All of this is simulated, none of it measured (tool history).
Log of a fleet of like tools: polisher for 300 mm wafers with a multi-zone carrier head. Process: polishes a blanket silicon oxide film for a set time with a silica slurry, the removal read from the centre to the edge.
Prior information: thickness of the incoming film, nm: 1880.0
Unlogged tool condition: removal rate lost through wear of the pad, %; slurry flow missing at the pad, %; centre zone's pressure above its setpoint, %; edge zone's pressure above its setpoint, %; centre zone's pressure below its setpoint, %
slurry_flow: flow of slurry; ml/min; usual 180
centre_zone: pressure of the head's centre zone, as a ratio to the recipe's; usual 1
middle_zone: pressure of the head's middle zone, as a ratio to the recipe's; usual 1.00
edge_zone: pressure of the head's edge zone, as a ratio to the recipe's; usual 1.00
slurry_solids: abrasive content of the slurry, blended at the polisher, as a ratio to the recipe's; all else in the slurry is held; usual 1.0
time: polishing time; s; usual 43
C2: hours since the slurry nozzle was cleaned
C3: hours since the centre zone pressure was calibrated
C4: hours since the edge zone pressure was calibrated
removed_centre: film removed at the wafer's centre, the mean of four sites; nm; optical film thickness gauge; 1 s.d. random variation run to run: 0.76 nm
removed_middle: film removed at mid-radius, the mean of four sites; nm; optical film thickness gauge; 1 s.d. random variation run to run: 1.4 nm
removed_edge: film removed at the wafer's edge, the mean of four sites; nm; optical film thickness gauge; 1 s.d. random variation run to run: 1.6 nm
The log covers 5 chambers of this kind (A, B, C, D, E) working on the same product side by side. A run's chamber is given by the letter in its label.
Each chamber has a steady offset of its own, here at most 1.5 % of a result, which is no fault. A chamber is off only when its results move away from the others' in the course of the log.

run 1D hour=8.7 | slurry_flow=180 centre_zone=1 middle_zone=1.00 edge_zone=1.00 slurry_solids=1.0 time=43 | wafers_polished_on_this_pad=751 C2=143.3 C3=268.9 C4=358.3 | removed_centre=116.06 removed_middle=116.21 removed_edge=116.49
run 2E hour=15.5 | slurry_flow=180 centre_zone=1 middle_zone=1.00 edge_zone=1.00 slurry_solids=1.0 time=43 | wafers_polished_on_this_pad=667 C2=175.3 C3=214.2 C4=705.8 | removed_centre=117.36 removed_middle=115.14 removed_edge=115.17
-- hour=15.8 chamber C: worn pad replaced by a new one
-- hour=21.0 chamber D: worn pad replaced by a new one
run 3B hour=21.1 | slurry_flow=180 centre_zone=1 middle_zone=1.00 edge_zone=1.00 slurry_solids=1.0 time=43 | wafers_polished_on_this_pad=842 C2=331.9 C3=228.2 C4=912.9 | removed_centre=118.90 removed_middle=117.94 removed_edge=116.89
run 4C hour=31.9 | slurry_flow=180 centre_zone=1 middle_zone=1.00 edge_zone=1.00 slurry_solids=1.0 time=43 | wafers_polished_on_this_pad=241 C2=268.4 C3=121.1 C4=798.0 | removed_centre=118.71 removed_middle=117.58 removed_edge=118.52
-- hour=33.5 chamber B: edge zone pressure recalibrated
-- hour=34.4 chamber A: centre zone pressure recalibrated
-- hour=35.0 chamber B: worn pad replaced by a new one
-- hour=37.6 chamber E: worn pad replaced by a new one
run 5A hour=37.7 | slurry_flow=180 centre_zone=1 middle_zone=1.00 edge_zone=1.00 slurry_solids=1.0 time=43 | wafers_polished_on_this_pad=614 C2=624.4 C3=3.4 C4=933.4 | removed_centre=118.56 removed_middle=117.80 removed_edge=119.38
run 6A hour=47.2 | slurry_flow=180 centre_zone=1 middle_zone=1.00 edge_zone=1.00 slurry_solids=1.0 time=43 | wafers_polished_on_this_pad=756 C2=633.9 C3=12.9 C4=942.9 | removed_centre=117.68 removed_middle=117.20 removed_edge=117.92
run 7B hour=58.3 | slurry_flow=180 centre_zone=1 middle_zone=1.00 edge_zone=1.00 slurry_solids=1.0 time=43 | wafers_polished_on_this_pad=349 C2=369.1 C3=265.4 C4=24.9 | removed_centre=117.64 removed_middle=118.35 removed_edge=117.51
run 8C hour=69.0 | slurry_flow=180 centre_zone=1 middle_zone=1.00 edge_zone=1.00 slurry_solids=1.0 time=43 | wafers_polished_on_this_pad=796 C2=305.5 C3=158.2 C4=835.1 | removed_centre=118.29 removed_middle=115.09 removed_edge=115.60
run 9D hour=75.9 | slurry_flow=180 centre_zone=1 middle_zone=1.00 edge_zone=1.00 slurry_solids=1.0 time=43 | wafers_polished_on_this_pad=821 C2=210.5 C3=336.1 C4=425.5 | removed_centre=115.23 removed_middle=117.59 removed_edge=117.12
-- hour=78.1 chamber A: slurry nozzle cleaned
-- hour=82.4 chamber A: worn pad replaced by a new one
run 10E hour=82.8 | slurry_flow=180 centre_zone=1 middle_zone=1.00 edge_zone=1.00 slurry_solids=1.0 time=43 | wafers_polished_on_this_pad=676 C2=242.6 C3=281.5 C4=773.1 | removed_centre=118.16 removed_middle=116.29 removed_edge=116.85
-- hour=83.7 chamber D: worn pad replaced by a new one
-- hour=88.9 chamber C: worn pad replaced by a new one
run 11E hour=91.5 | slurry_flow=210 centre_zone=1 middle_zone=1.00 edge_zone=0.90 slurry_solids=1.0 time=43 | wafers_polished_on_this_pad=806 C2=251.3 C3=290.2 C4=781.8 | removed_centre=122.44 removed_middle=118.93 removed_edge=113.97
run 12A hour=97.9 | slurry_flow=210 centre_zone=1 middle_zone=1.00 edge_zone=0.90 slurry_solids=1.0 time=43 | wafers_polished_on_this_pad=232 C2=19.8 C3=63.6 C4=993.6 | removed_centre=121.89 removed_middle=120.43 removed_edge=109.90
-- hour=102.6 chamber E: worn pad replaced by a new one
-- hour=107.0 chamber B: worn pad replaced by a new one
run 13C hour=109.7 | slurry_flow=210 centre_zone=1 middle_zone=1.00 edge_zone=0.90 slurry_solids=1.0 time=43 | wafers_polished_on_this_pad=311 C2=346.2 C3=198.9 C4=875.8 | removed_centre=122.44 removed_middle=122.00 removed_edge=115.19
run 14B hour=116.6 | slurry_flow=210 centre_zone=1 middle_zone=1.00 edge_zone=0.90 slurry_solids=1.0 time=43 | wafers_polished_on_this_pad=144 C2=427.4 C3=323.7 C4=83.2 | removed_centre=122.21 removed_middle=124.15 removed_edge=109.06
run 15D hour=123.1 | slurry_flow=210 centre_zone=1 middle_zone=1.00 edge_zone=0.90 slurry_solids=1.0 time=43 | wafers_polished_on_this_pad=590 C2=257.7 C3=383.3 C4=472.7 | removed_centre=118.99 removed_middle=121.84 removed_edge=113.11
run 16D hour=132.1 | slurry_flow=180 centre_zone=1 middle_zone=1.00 edge_zone=1.00 slurry_solids=1.0 time=43 | wafers_polished_on_this_pad=724 C2=266.7 C3=392.3 C4=481.7 | removed_centre=115.48 removed_middle=116.20 removed_edge=117.46
run 17B hour=138.5 | slurry_flow=180 centre_zone=1 middle_zone=1.00 edge_zone=1.00 slurry_solids=1.0 time=43 | wafers_polished_on_this_pad=471 C2=449.3 C3=345.6 C4=105.1 | removed_centre=118.48 removed_middle=119.96 removed_edge=120.51
run 18E hour=146.7 | slurry_flow=180 centre_zone=1 middle_zone=1.00 edge_zone=1.00 slurry_solids=1.0 time=43 | wafers_polished_on_this_pad=660 C2=306.5 C3=345.4 C4=837.0 | removed_centre=117.52 removed_middle=117.56 removed_edge=118.39
run 19A hour=157.1 | slurry_flow=180 centre_zone=1 middle_zone=1.00 edge_zone=1.00 slurry_solids=1.0 time=43 | wafers_polished_on_this_pad=1118 C2=79.0 C3=122.8 C4=1052.8 | removed_centre=118.22 removed_middle=117.81 removed_edge=118.54
-- hour=159.6 chamber C: worn pad replaced by a new one
-- hour=159.8 chamber D: worn pad replaced by a new one
run 20C hour=164.0 | slurry_flow=180 centre_zone=1 middle_zone=1.00 edge_zone=1.00 slurry_solids=0.8 time=43 | wafers_polished_on_this_pad=66 C2=400.5 C3=253.2 C4=930.1 | removed_centre=106.23 removed_middle=105.01 removed_edge=105.71
-- hour=165.9 chamber E: worn pad replaced by a new one
-- hour=169.0 chamber B: worn pad replaced by a new one
-- hour=173.3 chamber E: slurry nozzle cleaned
run 21C hour=173.4 | slurry_flow=180 centre_zone=1 middle_zone=1.00 edge_zone=1.00 slurry_solids=0.8 time=43 | wafers_polished_on_this_pad=207 C2=409.9 C3=262.6 C4=939.5 | removed_centre=106.44 removed_middle=107.35 removed_edge=105.31
-- hour=174.4 chamber D: slurry nozzle cleaned
-- hour=181.4 chamber A: worn pad replaced by a new one
run 22A hour=185.6 | slurry_flow=180 centre_zone=1 middle_zone=1.00 edge_zone=1.00 slurry_solids=0.8 time=43 | wafers_polished_on_this_pad=63 C2=107.5 C3=151.3 C4=1081.3 | removed_centre=105.49 removed_middle=107.55 removed_edge=105.31
run 23D hour=192.5 | slurry_flow=180 centre_zone=1 middle_zone=1.00 edge_zone=1.00 slurry_solids=0.8 time=43 | wafers_polished_on_this_pad=489 C2=18.2 C3=452.7 C4=542.1 | removed_centre=103.89 removed_middle=105.00 removed_edge=106.87
-- hour=197.9 chamber C: edge zone pressure recalibrated
run 24B hour=202.7 | slurry_flow=180 centre_zone=1 middle_zone=1.00 edge_zone=1.00 slurry_solids=0.8 time=43 | wafers_polished_on_this_pad=505 C2=513.5 C3=409.8 C4=169.3 | removed_centre=105.54 removed_middle=106.40 removed_edge=107.29
run 25E hour=213.0 | slurry_flow=180 centre_zone=1 middle_zone=1.00 edge_zone=1.00 slurry_solids=1.0 time=43 | wafers_polished_on_this_pad=705 C2=39.7 C3=411.7 C4=903.3 | removed_centre=114.39 removed_middle=114.73 removed_edge=117.33
-- hour=213.8 chamber A: edge zone pressure recalibrated
-- hour=218.4 chamber B: slurry nozzle cleaned
run 26B hour=221.0 | slurry_flow=180 centre_zone=1 middle_zone=1.00 edge_zone=1.00 slurry_solids=1.0 time=43 | wafers_polished_on_this_pad=778 C2=2.7 C3=428.1 C4=187.6 | removed_centre=118.59 removed_middle=118.86 removed_edge=117.89
-- hour=222.5 chamber C: slurry nozzle cleaned
-- hour=223.9 chamber E: worn pad replaced by a new one
run 27A hour=228.8 | slurry_flow=180 centre_zone=1 middle_zone=1.00 edge_zone=1.00 slurry_solids=1.0 time=43 | wafers_polished_on_this_pad=708 C2=150.7 C3=194.5 C4=15.0 | removed_centre=116.41 removed_middle=119.36 removed_edge=115.45
-- hour=231.4 chamber C: worn pad replaced by a new one
-- hour=232.5 chamber D: worn pad replaced by a new one
-- hour=236.0 chamber B: worn pad replaced by a new one
run 28D hour=236.9 | slurry_flow=180 centre_zone=1 middle_zone=1.00 edge_zone=1.00 slurry_solids=1.0 time=43 | wafers_polished_on_this_pad=66 C2=62.6 C3=497.1 C4=586.5 | removed_centre=115.99 removed_middle=119.94 removed_edge=117.10
run 29E hour=242.3 | slurry_flow=180 centre_zone=1 middle_zone=1.00 edge_zone=1.00 slurry_solids=1.0 time=43 | wafers_polished_on_this_pad=276 C2=69.0 C3=441.0 C4=932.6 | removed_centre=113.97 removed_middle=116.80 removed_edge=117.54
run 30C hour=247.7 | slurry_flow=180 centre_zone=1 middle_zone=1.00 edge_zone=1.00 slurry_solids=1.0 time=43 | wafers_polished_on_this_pad=244 C2=25.2 C3=336.9 C4=49.8 | removed_centre=119.66 removed_middle=116.83 removed_edge=118.65
-- hour=254.1 chamber C: centre zone pressure recalibrated
run 31C hour=257.2 | slurry_flow=180 centre_zone=1 middle_zone=1.00 edge_zone=1.00 slurry_solids=1.0 time=43 | wafers_polished_on_this_pad=386 C2=34.7 C3=3.2 C4=59.3 | removed_centre=118.82 removed_middle=116.28 removed_edge=114.76
run 32D hour=268.4 | slurry_flow=180 centre_zone=1 middle_zone=1.00 edge_zone=1.00 slurry_solids=1.0 time=43 | wafers_polished_on_this_pad=537 C2=94.1 C3=528.6 C4=618.0 | removed_centre=116.30 removed_middle=118.19 removed_edge=115.68
run 33A hour=278.4 | slurry_flow=180 centre_zone=1 middle_zone=1.09 edge_zone=0.92 slurry_solids=1.0 time=43 | wafers_polished_on_this_pad=1450 C2=200.3 C3=244.1 C4=64.6 | removed_centre=116.43 removed_middle=127.95 removed_edge=112.99
run 34E hour=289.7 | slurry_flow=180 centre_zone=1 middle_zone=1.09 edge_zone=0.92 slurry_solids=1.0 time=43 | wafers_polished_on_this_pad=985 C2=116.4 C3=488.4 C4=980.0 | removed_centre=110.93 removed_middle=126.08 removed_edge=112.26
-- hour=299.1 chamber B: worn pad replaced by a new one
-- hour=299.9 chamber D: worn pad replaced by a new one
run 35B hour=301.0 | slurry_flow=180 centre_zone=1 middle_zone=1.09 edge_zone=0.92 slurry_solids=1.0 time=43 | wafers_polished_on_this_pad=28 C2=82.7 C3=508.1 C4=267.6 | removed_centre=119.37 removed_middle=127.57 removed_edge=114.83
-- hour=304.5 chamber C: worn pad replaced by a new one
run 36C hour=313.0 | slurry_flow=180 centre_zone=1 middle_zone=1.09 edge_zone=0.92 slurry_solids=1.0 time=43 | wafers_polished_on_this_pad=128 C2=90.5 C3=59.0 C4=115.1 | removed_centre=118.78 removed_middle=125.90 removed_edge=111.96
run 37D hour=320.6 | slurry_flow=180 centre_zone=1 middle_zone=1.09 edge_zone=0.92 slurry_solids=1.0 time=43 | wafers_polished_on_this_pad=309 C2=146.3 C3=580.8 C4=670.2 | removed_centre=115.57 removed_middle=127.79 removed_edge=112.36
run 38B hour=326.3 | slurry_flow=180 centre_zone=1 middle_zone=1.00 edge_zone=1.00 slurry_solids=1.0 time=43 | wafers_polished_on_this_pad=406 C2=108.0 C3=533.4 C4=292.9 | removed_centre=118.16 removed_middle=119.72 removed_edge=115.43

What goes on in this fleet: one chamber off, a drifting gauge, or nothing beyond the chambers' own small offsets? Name the chamber and the cause, if any.

Chamber E drifts away from the others.
What lies behind it: centre zone's pressure below its setpoint, % = 7.56.

Below are 4 candidate recipes for chamber E's next run, each the usual settings with a change, their results shown as question marks. Which of them brings E's results back in line with what the other chambers give on the usual settings?
To be in line, a result may differ from the other chambers' mean on the usual settings by at most: removed_centre 2.700 nm; removed_middle 4.80 nm; removed_edge 5.50 nm
run 39E-1 hour=335.1 | slurry_flow=175 centre_zone=0.95 middle_zone=1.01 edge_zone=1.02 slurry_solids=1.0 time=42 | removed_centre=? removed_middle=? removed_edge=?
run 39E-2 hour=335.1 | slurry_flow=175 centre_zone=0.92 middle_zone=1.01 edge_zone=1.03 slurry_solids=1.0 time=42 | removed_centre=? removed_middle=? removed_edge=?
run 39E-3 hour=335.1 | slurry_flow=185 centre_zone=1.08 middle_zone=0.99 edge_zone=0.97 slurry_solids=1.0 time=44 | removed_centre=? removed_middle=? removed_edge=?
run 39E-4 hour=335.1 | slurry_flow=185 centre_zone=1.05 middle_zone=0.99 edge_zone=0.98 slurry_solids=1.0 time=44 | removed_centre=? removed_middle=? removed_edge=?

Usual-settings mean across the other chambers: removed_centre 117.470 nm; removed_middle 117.96 nm; removed_edge 117.40 nm
run=39E-1 removed_centre=99.763 removed_middle=114.49 removed_edge=113.07
run=39E-2 removed_centre=96.303 removed_middle=114.50 removed_edge=113.65
run=39E-3 removed_centre=121.410 removed_middle=118.71 removed_edge=116.21
run=39E-4 removed_centre=117.750 removed_middle=118.73 removed_edge=116.82
The right change is 39E-4: it brings the chamber back within the allowed miss of the others.

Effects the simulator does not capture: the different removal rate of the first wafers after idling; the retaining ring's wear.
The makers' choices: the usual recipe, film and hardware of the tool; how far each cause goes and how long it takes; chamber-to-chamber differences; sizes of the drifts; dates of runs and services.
